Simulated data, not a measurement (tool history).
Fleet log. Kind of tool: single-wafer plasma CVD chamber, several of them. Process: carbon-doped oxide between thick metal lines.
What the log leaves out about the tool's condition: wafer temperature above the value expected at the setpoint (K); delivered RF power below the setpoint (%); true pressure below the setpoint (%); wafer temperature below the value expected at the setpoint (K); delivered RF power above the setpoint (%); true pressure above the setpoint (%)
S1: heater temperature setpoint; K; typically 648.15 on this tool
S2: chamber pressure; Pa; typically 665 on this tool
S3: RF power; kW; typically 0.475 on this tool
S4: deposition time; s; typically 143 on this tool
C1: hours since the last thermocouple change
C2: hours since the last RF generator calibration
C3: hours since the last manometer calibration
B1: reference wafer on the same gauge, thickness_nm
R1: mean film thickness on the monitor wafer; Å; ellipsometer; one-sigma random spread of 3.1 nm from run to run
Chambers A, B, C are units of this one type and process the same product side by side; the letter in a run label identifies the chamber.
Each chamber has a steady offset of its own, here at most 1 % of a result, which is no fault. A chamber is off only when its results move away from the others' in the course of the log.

run,hour,S1,S2,S3,S4,C1,C2,C3,B1,R1
1A,10.2,648.15,665,0.475,143,1196.7,721.8,1208.4,671.98,6544.4
2B,20.9,648.15,665,0.475,143,1354.9,180.3,1154.7,670.99,6558.2
3C,28.3,648.15,665,0.475,143,1069.7,478.4,1598.7,670.18,6563.6
4B,36.7,648.15,665,0.475,143,1370.7,196.1,1170.5,671.83,6555.7
5A,47.5,648.15,665,0.475,143,1234,759.1,1245.7,671.79,6630.1
# hour 52.7: chamber A: capacitance manometer re-zeroed and calibrated
6C,56.1,648.15,665,0.475,143,1097.5,506.2,1626.5,671.78,6593.5
7B,61.9,648.15,665,0.475,143,1395.9,221.3,1195.7,670.83,6627.6
8A,72.3,648.15,665,0.475,143,1258.8,783.9,19.7,671.89,6550.9
9C,79.1,648.15,665,0.475,143,1120.5,529.2,1649.5,671.42,6577.5
10C,86.1,648.15,665,0.475,143,1127.5,536.2,1656.5,670.82,6607.5
11A,91,648.15,665,0.475,143,1277.5,802.6,38.4,670.41,6578.2
12B,99.4,661.15,665,0.475,143,1433.4,258.8,1233.2,671.33,6417.7
# hour 104.9: chamber B: capacitance manometer re-zeroed and calibrated
13B,105.6,661.15,665,0.475,143,1439.6,265,0.7,671.54,6398
14A,110.6,661.15,665,0.475,143,1297.1,822.2,58,671.1,6460.7
15C,120.4,648.15,665,0.475,143,1161.8,570.5,1690.8,670.06,6552.2
# hour 126.5: chamber A: thermocouple changed; heater temperature recalibrated
16B,126.7,648.15,665,0.475,143,1460.7,286.1,21.8,670.74,6630.9
17A,136.5,648.15,665,0.475,143,10,848.1,83.9,671.46,6509.6
18C,147.1,648.15,665,0.475,143,1188.5,597.2,1717.5,671.29,6488.6
19C,154.2,648.15,665,0.475,143,1195.6,604.3,1724.6,670.98,6496.1
20A,165.2,648.15,731,0.475,143,38.7,876.8,112.6,670.93,6578.3
21B,174.3,648.15,731,0.475,143,1508.3,333.7,69.4,670.58,6710.9
22A,181.2,648.15,731,0.475,143,54.7,892.8,128.6,671.15,6609.6
23B,189.8,648.15,665,0.475,143,1523.8,349.2,84.9,671.6,6581.6
24C,198.2,648.15,665,0.475,143,1239.6,648.3,1768.6,669.76,6565.2
25B,206,648.15,665,0.475,143,1540,365.4,101.1,671.4,6580.4
26C,216.5,648.15,665,0.475,143,1257.9,666.6,1786.9,670.62,6632
27A,222.6,648.15,665,0.475,143,96.1,934.2,170,670.8,6443.1
28A,233.2,648.15,665,0.475,143,106.7,944.8,180.6,671.44,6406.6
29C,242.2,648.15,665,0.475,143,1283.6,692.3,1812.6,671.08,6572.7
30B,251.3,648.15,665,0.475,143,1585.3,410.7,146.4,671.01,6589.2
31B,257.2,648.15,665,0.475,143,1591.2,416.6,152.3,671.25,6571.2
32A,264.3,648.15,665,0.475,143,137.8,975.9,211.7,670.57,6449.6
33C,275,648.15,665,0.475,143,1316.4,725.1,1845.4,671.29,6565.9
# hour 279.5: chamber C: thermocouple changed; heater temperature recalibrated
34A,285.6,648.15,540,0.475,131,159.1,997.2,233,670.67,5688.7
35B,295.8,648.15,540,0.475,131,1629.8,455.2,190.9,671.28,5816.7
36C,302,648.15,540,0.475,131,22.6,752.1,1872.4,670.97,5806.6
37B,307.6,648.15,665,0.475,143,1641.6,467,202.7,670.97,6567.8
38A,317.4,648.15,665,0.475,166,190.9,1029,264.8,670.03,7340.6
39C,323.1,648.15,665,0.475,166,43.7,773.2,1893.5,671.26,7569.8
40C,333.5,648.15,665,0.475,166,54.1,783.6,1903.9,670.52,7581.9
41A,339.4,648.15,665,0.475,143,212.9,1051,286.8,671.22,6291.9

Predict what each chamber gives when all 3 of them run the settings below next.
42A,347.4,637.15,665,0.475,143,,,,,?
42B,347.4,637.15,665,0.475,143,,,,,?
42C,347.4,637.15,665,0.475,143,,,,,?

run,R1
42A,6471.9
42B,6796.7
42C,6687.3

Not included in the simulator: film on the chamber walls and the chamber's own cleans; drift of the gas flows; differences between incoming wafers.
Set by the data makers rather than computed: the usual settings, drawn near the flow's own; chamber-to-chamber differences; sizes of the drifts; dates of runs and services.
